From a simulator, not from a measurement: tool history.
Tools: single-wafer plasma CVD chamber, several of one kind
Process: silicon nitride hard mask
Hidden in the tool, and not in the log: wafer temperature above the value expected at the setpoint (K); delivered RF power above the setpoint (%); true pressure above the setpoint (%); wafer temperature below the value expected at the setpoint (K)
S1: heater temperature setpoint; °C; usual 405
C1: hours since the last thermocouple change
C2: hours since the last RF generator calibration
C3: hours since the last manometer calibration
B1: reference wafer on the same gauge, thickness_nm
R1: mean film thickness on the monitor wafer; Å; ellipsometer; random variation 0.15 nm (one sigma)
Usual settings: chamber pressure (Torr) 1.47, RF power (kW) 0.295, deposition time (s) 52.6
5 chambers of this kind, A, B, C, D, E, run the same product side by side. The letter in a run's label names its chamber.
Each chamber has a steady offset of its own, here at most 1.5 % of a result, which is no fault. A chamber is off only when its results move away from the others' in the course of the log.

{"run": "1B", "hour": 12.6, "S1": 405, "chamber pressure (Torr)": 1.47, "RF power (kW)": 0.295, "deposition time (s)": 52.6, "C1": 965.5, "C2": 1385.3, "C3": 560.3, "B1": 69.698, "R1": 586.37}
{"run": "2D", "hour": 21.1, "S1": 405, "chamber pressure (Torr)": 1.47, "RF power (kW)": 0.295, "deposition time (s)": 52.6, "C1": 2331.8, "C2": 870.7, "C3": 1014.2, "B1": 69.706, "R1": 584.3}
{"run": "3C", "hour": 28.3, "S1": 405, "chamber pressure (Torr)": 1.47, "RF power (kW)": 0.295, "deposition time (s)": 52.6, "C1": 103.8, "C2": 596.9, "C3": 1571.1, "B1": 69.711, "R1": 591.34}
{"run": "4A", "hour": 41.1, "S1": 405, "chamber pressure (Torr)": 1.47, "RF power (kW)": 0.295, "deposition time (s)": 52.6, "C1": 867.4, "C2": 180.3, "C3": 80.3, "B1": 69.71, "R1": 580.6}
{"run": "5E", "hour": 53.2, "S1": 405, "chamber pressure (Torr)": 1.47, "RF power (kW)": 0.295, "deposition time (s)": 52.6, "C1": 1895.7, "C2": 1049.6, "C3": 822.8, "B1": 69.72, "R1": 575.88}
{"hour": 63.8, "done": "chamber D: thermocouple changed; heater temperature recalibrated"}
{"run": "6C", "hour": 65.5, "S1": 405, "chamber pressure (Torr)": 1.47, "RF power (kW)": 0.295, "deposition time (s)": 52.6, "C1": 141.0, "C2": 634.1, "C3": 1608.3, "B1": 69.7, "R1": 586.72}
{"run": "7B", "hour": 79.3, "S1": 405, "chamber pressure (Torr)": 1.47, "RF power (kW)": 0.295, "deposition time (s)": 52.6, "C1": 1032.2, "C2": 1452.0, "C3": 627.0, "B1": 69.686, "R1": 587.48}
{"run": "8E", "hour": 90.2, "S1": 405, "chamber pressure (Torr)": 1.47, "RF power (kW)": 0.295, "deposition time (s)": 52.6, "C1": 1932.7, "C2": 1086.6, "C3": 859.8, "B1": 69.699, "R1": 574.33}
{"run": "9A", "hour": 104.8, "S1": 405, "chamber pressure (Torr)": 1.47, "RF power (kW)": 0.295, "deposition time (s)": 52.6, "C1": 931.1, "C2": 244.0, "C3": 144.0, "B1": 69.686, "R1": 584.16}
{"run": "10D", "hour": 119.5, "S1": 405, "chamber pressure (Torr)": 1.47, "RF power (kW)": 0.295, "deposition time (s)": 52.6, "C1": 55.7, "C2": 969.1, "C3": 1112.6, "B1": 69.702, "R1": 584.54}
{"run": "11A", "hour": 127.8, "S1": 405, "chamber pressure (Torr)": 1.47, "RF power (kW)": 0.295, "deposition time (s)": 52.6, "C1": 954.1, "C2": 267.0, "C3": 167.0, "B1": 69.658, "R1": 581.05}
{"run": "12E", "hour": 140.9, "S1": 405, "chamber pressure (Torr)": 1.47, "RF power (kW)": 0.295, "deposition time (s)": 52.6, "C1": 1983.4, "C2": 1137.3, "C3": 910.5, "B1": 69.705, "R1": 575.41}
{"run": "13B", "hour": 154.6, "S1": 405, "chamber pressure (Torr)": 1.47, "RF power (kW)": 0.295, "deposition time (s)": 52.6, "C1": 1107.5, "C2": 1527.3, "C3": 702.3, "B1": 69.713, "R1": 584.35}
{"run": "14C", "hour": 163.6, "S1": 405, "chamber pressure (Torr)": 1.47, "RF power (kW)": 0.295, "deposition time (s)": 52.6, "C1": 239.1, "C2": 732.2, "C3": 1706.4, "B1": 69.67, "R1": 589.8}
{"run": "15D", "hour": 177.2, "S1": 405, "chamber pressure (Torr)": 1.47, "RF power (kW)": 0.295, "deposition time (s)": 52.6, "C1": 113.4, "C2": 1026.8, "C3": 1170.3, "B1": 69.752, "R1": 585.76}
{"run": "16C", "hour": 192.2, "S1": 405, "chamber pressure (Torr)": 1.47, "RF power (kW)": 0.295, "deposition time (s)": 52.6, "C1": 267.7, "C2": 760.8, "C3": 1735.0, "B1": 69.673, "R1": 587.8}
{"hour": 194.5, "done": "chamber D: capacitance manometer re-zeroed and calibrated"}
{"run": "17D", "hour": 203.9, "S1": 405, "chamber pressure (Torr)": 1.47, "RF power (kW)": 0.295, "deposition time (s)": 52.6, "C1": 140.1, "C2": 1053.5, "C3": 9.4, "B1": 69.73, "R1": 584.45}
{"run": "18B", "hour": 215.9, "S1": 405, "chamber pressure (Torr)": 1.47, "RF power (kW)": 0.295, "deposition time (s)": 52.6, "C1": 1168.8, "C2": 1588.6, "C3": 763.6, "B1": 69.706, "R1": 584.93}
{"run": "19A", "hour": 224.2, "S1": 398, "chamber pressure (Torr)": 1.47, "RF power (kW)": 0.295, "deposition time (s)": 52.6, "C1": 1050.5, "C2": 363.4, "C3": 263.4, "B1": 69.729, "R1": 586.24}
{"run": "20E", "hour": 236.9, "S1": 398, "chamber pressure (Torr)": 1.47, "RF power (kW)": 0.295, "deposition time (s)": 52.6, "C1": 2079.4, "C2": 1233.3, "C3": 1006.5, "B1": 69.772, "R1": 579.53}
{"run": "21A", "hour": 247.2, "S1": 398, "chamber pressure (Torr)": 1.47, "RF power (kW)": 0.295, "deposition time (s)": 52.6, "C1": 1073.5, "C2": 386.4, "C3": 286.4, "B1": 69.658, "R1": 584.3}
{"run": "22B", "hour": 256.6, "S1": 398, "chamber pressure (Torr)": 1.47, "RF power (kW)": 0.295, "deposition time (s)": 52.6, "C1": 1209.5, "C2": 1629.3, "C3": 804.3, "B1": 69.772, "R1": 585.82}
{"run": "23D", "hour": 268.2, "S1": 398, "chamber pressure (Torr)": 1.47, "RF power (kW)": 0.295, "deposition time (s)": 52.6, "C1": 204.4, "C2": 1117.8, "C3": 73.7, "B1": 69.676, "R1": 589.32}
{"run": "24C", "hour": 282.6, "S1": 396, "chamber pressure (Torr)": 1.47, "RF power (kW)": 0.35, "deposition time (s)": 52.6, "C1": 358.1, "C2": 851.2, "C3": 1825.4, "B1": 69.75, "R1": 662.39}
{"run": "25E", "hour": 289.8, "S1": 396, "chamber pressure (Torr)": 1.47, "RF power (kW)": 0.35, "deposition time (s)": 52.6, "C1": 2132.3, "C2": 1286.2, "C3": 1059.4, "B1": 69.726, "R1": 642.15}
{"run": "26C", "hour": 297.4, "S1": 396, "chamber pressure (Torr)": 1.47, "RF power (kW)": 0.35, "deposition time (s)": 52.6, "C1": 372.9, "C2": 866.0, "C3": 1840.2, "B1": 69.65, "R1": 658.79}
{"run": "27E", "hour": 310.7, "S1": 396, "chamber pressure (Torr)": 1.47, "RF power (kW)": 0.35, "deposition time (s)": 52.6, "C1": 2153.2, "C2": 1307.1, "C3": 1080.3, "B1": 69.664, "R1": 643.91}
{"run": "28D", "hour": 325.3, "S1": 396, "chamber pressure (Torr)": 1.47, "RF power (kW)": 0.35, "deposition time (s)": 52.6, "C1": 261.5, "C2": 1174.9, "C3": 130.8, "B1": 69.696, "R1": 656.48}
{"run": "29A", "hour": 338.4, "S1": 405, "chamber pressure (Torr)": 1.47, "RF power (kW)": 0.295, "deposition time (s)": 52.6, "C1": 1164.7, "C2": 477.6, "C3": 377.6, "B1": 69.725, "R1": 583.03}
{"run": "30B", "hour": 349.1, "S1": 405, "chamber pressure (Torr)": 1.47, "RF power (kW)": 0.295, "deposition time (s)": 52.6, "C1": 1302.0, "C2": 1721.8, "C3": 896.8, "B1": 69.705, "R1": 585.22}
{"run": "31D", "hour": 363.2, "S1": 405, "chamber pressure (Torr)": 1.47, "RF power (kW)": 0.295, "deposition time (s)": 52.6, "C1": 299.4, "C2": 1212.8, "C3": 168.7, "B1": 69.692, "R1": 584.41}
{"run": "32A", "hour": 376.9, "S1": 405, "chamber pressure (Torr)": 1.47, "RF power (kW)": 0.295, "deposition time (s)": 52.6, "C1": 1203.2, "C2": 516.1, "C3": 416.1, "B1": 69.733, "R1": 580.77}
{"run": "33E", "hour": 384.0, "S1": 405, "chamber pressure (Torr)": 1.47, "RF power (kW)": 0.295, "deposition time (s)": 52.6, "C1": 2226.5, "C2": 1380.4, "C3": 1153.6, "B1": 69.679, "R1": 578.41}
{"run": "34B", "hour": 391.6, "S1": 405, "chamber pressure (Torr)": 1.47, "RF power (kW)": 0.295, "deposition time (s)": 52.6, "C1": 1344.5, "C2": 1764.3, "C3": 939.3, "B1": 69.68, "R1": 584.01}
{"run": "35C", "hour": 400.1, "S1": 405, "chamber pressure (Torr)": 1.47, "RF power (kW)": 0.295, "deposition time (s)": 52.6, "C1": 475.6, "C2": 968.7, "C3": 1942.9, "B1": 69.698, "R1": 589.27}
{"run": "36C", "hour": 411.8, "S1": 405, "chamber pressure (Torr)": 1.47, "RF power (kW)": 0.295, "deposition time (s)": 52.6, "C1": 487.3, "C2": 980.4, "C3": 1954.6, "B1": 69.716, "R1": 588.39}
{"run": "37A", "hour": 418.3, "S1": 405, "chamber pressure (Torr)": 1.47, "RF power (kW)": 0.295, "deposition time (s)": 52.6, "C1": 1244.6, "C2": 557.5, "C3": 457.5, "B1": 69.72, "R1": 583.45}
{"run": "38D", "hour": 426.1, "S1": 405, "chamber pressure (Torr)": 1.47, "RF power (kW)": 0.295, "deposition time (s)": 52.6, "C1": 362.3, "C2": 1275.7, "C3": 231.6, "B1": 69.715, "R1": 587.45}

Is one chamber off against the others, does the gauge drift, or is nothing wrong? If a chamber is off, say which, and what the likeliest cause is.

No chamber stands off beyond its own small offset, and the gauge holds steady.

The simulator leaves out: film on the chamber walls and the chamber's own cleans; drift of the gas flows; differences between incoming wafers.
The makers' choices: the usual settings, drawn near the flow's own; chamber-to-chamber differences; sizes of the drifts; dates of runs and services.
